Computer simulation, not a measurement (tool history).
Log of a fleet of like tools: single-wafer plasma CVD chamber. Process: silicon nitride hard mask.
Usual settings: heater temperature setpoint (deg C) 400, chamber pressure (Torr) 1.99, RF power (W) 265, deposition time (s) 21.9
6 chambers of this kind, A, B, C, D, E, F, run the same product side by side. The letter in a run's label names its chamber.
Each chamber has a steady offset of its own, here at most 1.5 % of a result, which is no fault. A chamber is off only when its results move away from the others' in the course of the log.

run	hour	heater temperature setpoint (deg C)	chamber pressure (Torr)	RF power (W)	deposition time (s)	read-back reference wafer on the same gauge, thickness_nm	mean film thickness on the monitor wafer (angstrom)
1A	13.2	400	1.99	265	21.9	28.810	245.50
2F	23.7	400	1.99	265	21.9	28.822	246.01
3C	30.9	400	1.99	265	21.9	28.791	249.18
# hour 41.5: chamber A: thermocouple changed; heater temperature recalibrated
# hour 45.9: chamber E: capacitance manometer re-zeroed and calibrated
4D	46.5	400	1.99	265	21.9	28.816	244.75
5E	58.5	400	1.99	265	19.6	28.791	221.05
6B	68.2	400	1.99	265	19.6	28.810	221.82
7E	80.5	400	1.99	265	19.6	28.821	221.56
8D	91.2	400	1.99	265	19.6	28.835	217.83
9C	99.2	400	1.99	265	19.6	28.780	221.99
10F	111.4	400	1.99	265	19.6	28.814	221.01
11A	119.9	400	1.99	265	21.9	28.808	244.93
12B	126.7	406	1.99	265	19.8	28.810	221.64
# hour 136.3: chamber A: RF generator calibrated
13F	140.2	406	1.99	265	19.8	28.801	223.54
14E	151.2	406	1.99	265	19.8	28.806	223.09
15C	160.5	406	1.99	265	19.8	28.789	223.29
16B	168.9	406	1.99	265	19.8	28.808	223.25
17A	177.8	406	1.99	265	19.8	28.799	221.53
18D	191.1	400	1.99	265	21.9	28.805	244.22
19B	199.3	400	1.99	265	21.9	28.789	246.77
# hour 200.5: chamber B: capacitance manometer re-zeroed and calibrated
20E	209.7	400	1.99	265	21.9	28.785	246.80
21C	220.0	400	1.99	220	25.3	28.815	249.64
22F	227.8	400	1.99	220	25.3	28.777	247.73
23A	239.7	400	1.99	220	25.3	28.789	249.83
24D	249.4	400	1.99	220	25.3	28.780	247.47
25B	265.0	400	1.99	220	25.3	28.805	249.91
26E	273.3	400	1.99	220	25.3	28.764	248.90
27D	286.6	400	1.99	265	21.9	28.805	243.26
28A	298.9	400	1.99	265	21.9	28.797	246.29
# hour 305.6: chamber E: thermocouple changed; heater temperature recalibrated
29F	313.7	400	1.99	265	21.9	28.796	242.44
30C	323.8	400	1.99	265	21.9	28.802	249.79
31D	331.9	400	1.99	265	21.9	28.830	244.69
32C	341.0	400	1.99	265	25.3	28.828	288.79
33F	352.1	400	1.99	265	25.3	28.801	280.56
34E	367.4	400	1.99	265	25.3	28.772	283.94
35A	378.2	400	1.99	265	25.3	28.774	285.20
36B	386.7	400	1.99	265	25.3	28.794	285.62
37E	395.9	400	1.99	265	25.3	28.797	286.60
38A	403.0	400	1.99	265	21.9	28.791	245.48

Next, every chamber runs the same settings. What will each give?
39A	414.3	400	1.99	265	25.8		?
39B	414.3	400	1.99	265	25.8		?
39C	414.3	400	1.99	265	25.8		?
39D	414.3	400	1.99	265	25.8		?
39E	414.3	400	1.99	265	25.8		?
39F	414.3	400	1.99	265	25.8		?

run	mean film thickness on the monitor wafer (angstrom)
39A	289.86
39B	289.22
39C	290.95
39D	286.36
39E	291.30
39F	282.56
